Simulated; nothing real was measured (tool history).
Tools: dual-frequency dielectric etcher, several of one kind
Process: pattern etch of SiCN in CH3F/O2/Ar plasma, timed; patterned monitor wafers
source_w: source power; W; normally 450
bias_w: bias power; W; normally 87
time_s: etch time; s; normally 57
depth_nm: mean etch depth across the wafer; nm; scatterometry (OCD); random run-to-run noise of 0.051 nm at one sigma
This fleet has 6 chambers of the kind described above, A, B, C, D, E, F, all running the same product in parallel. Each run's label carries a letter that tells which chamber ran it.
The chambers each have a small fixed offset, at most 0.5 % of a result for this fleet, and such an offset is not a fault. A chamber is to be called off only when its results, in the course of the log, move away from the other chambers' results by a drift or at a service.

run    day  source_w  bias_w  time_s  hours since the last wet clean  hours since the last source power generator calibration  hours since the last bias power generator calibration  read-back reference wafer on the same gauge, depth_nm  depth_nm
 1F  0.129       450      87      57                           116.1                                                   1011.8                                                   3619                                                   28.6    23.981
 2E  0.338       450      87      57                           322.2                                                   2106.2                                                  437.5                                                 28.603    24.037
 3A  0.529       450      87      57                           309.6                                                   1202.9                                                 1341.4                                                 28.602    23.768
 4D  0.788       450      87      57                           315.2                                                    389.9                                                 1091.7                                                 28.585    24.075
 5C  1.004       450      87      57                           358.5                                                    246.3                                                 2059.9                                                 28.602    24.079
 6B   1.15       450      87      57                             234                                                   1568.2                                                  570.8                                                   28.6    23.799
 7C  1.379       450      87      57                           367.5                                                    255.3                                                 2068.9                                                 28.602    24.003
 8E  1.525       450      87      57                           350.7                                                   2134.7                                                    466                                                 28.602    24.114
     1.667  -- chamber C: wet clean of the chamber
 9F  1.746       450      87      57                           154.9                                                   1050.6                                                 3657.8                                                 28.604     23.94
10D  1.862       450      87      57                             341                                                    415.7                                                 1117.5                                                 28.611    24.031
11A  2.104       490      87    43.5                           347.4                                                   1240.7                                                 1379.2                                                 28.621    18.692
12B  2.242       490      87    43.5                           260.2                                                   1594.4                                                    597                                                 28.592    18.787
13F  2.483       490      87    43.5                           172.6                                                   1068.3                                                 3675.5                                                 28.593    18.846
14B  2.729       490      87    43.5                           271.9                                                   1606.1                                                  608.7                                                 28.599    18.789
15A  2.925       490      87    43.5                           367.1                                                   1260.4                                                 1398.9                                                 28.588     18.73
16E  3.058       490      87    43.5                           387.5                                                   2171.5                                                  502.8                                                 28.601    19.005
17C  3.242       520      87      57                            37.9                                                      300                                                 2113.6                                                 28.602    25.275
     3.283  -- chamber D: wet clean of the chamber
18D  3.442       520      87      57                             3.8                                                    453.6                                                 1155.4                                                 28.595    25.368
19F  3.554       520      87      57                           198.3                                                     1094                                                 3701.2                                                 28.609    25.303
20E    3.7       520      87      57                           402.9                                                   2186.9                                                  518.2                                                 28.602    25.345
21D  3.912       520      87      57                            15.1                                                    464.9                                                 1166.7                                                 28.598    25.317
22B  4.112       520      87      57                           305.1                                                   1639.3                                                  641.9                                                 28.591    25.169
23C  4.296       450      87      57                            63.2                                                    325.3                                                 2138.9                                                 28.604    24.021
24A  4.496       450      87      57                           404.8                                                   1298.1                                                 1436.6                                                 28.607    23.823
25F  4.638       450      87      57                           224.3                                                     1120                                                 3727.2                                                   28.6    23.999
26C  4.854       450      87      57                            76.6                                                    338.7                                                 2152.3                                                 28.595    24.037
       5.1  -- chamber E: wet clean of the chamber
27B  5.117       450      87      57                           329.2                                                   1663.4                                                    666                                                 28.599    23.937
28A  5.346       450      87      57                           425.2                                                   1318.5                                                   1457                                                 28.594    23.815
29D  5.492       500      87      57                              53                                                    502.8                                                 1204.6                                                 28.617     24.88
30E  5.683       500      87      57                            14.1                                                   2234.5                                                  565.8                                                 28.604    24.993
31D  5.921       500      87      57                            63.3                                                    513.1                                                 1214.9                                                 28.611    24.961
32C  6.104       500      87      57                           106.6                                                    368.7                                                 2182.3                                                 28.594    24.983
33B  6.229       500      87      57                           355.9                                                   1690.1                                                  692.7                                                 28.599    24.848
34E  6.371       500      87      57                            30.6                                                     2251                                                  582.3                                                   28.6    24.946
35F  6.629       450      87      57                           272.1                                                   1167.8                                                   3775                                                  28.61    23.995
36A  6.771       450      87      57                           459.4                                                   1352.7                                                 1491.2                                                 28.601     23.76
37A  6.912       450      87      57                           462.8                                                   1356.1                                                 1494.6                                                 28.584    23.842
38C   7.15       450      87      57                           131.7                                                    393.8                                                 2207.4                                                 28.607    24.035

Is one chamber off against the others, does the gauge drift, or is nothing wrong? If a chamber is off, say which, and what the likeliest cause is.

Beyond each chamber's small constant offset nothing stands out, and the gauge stays steady.

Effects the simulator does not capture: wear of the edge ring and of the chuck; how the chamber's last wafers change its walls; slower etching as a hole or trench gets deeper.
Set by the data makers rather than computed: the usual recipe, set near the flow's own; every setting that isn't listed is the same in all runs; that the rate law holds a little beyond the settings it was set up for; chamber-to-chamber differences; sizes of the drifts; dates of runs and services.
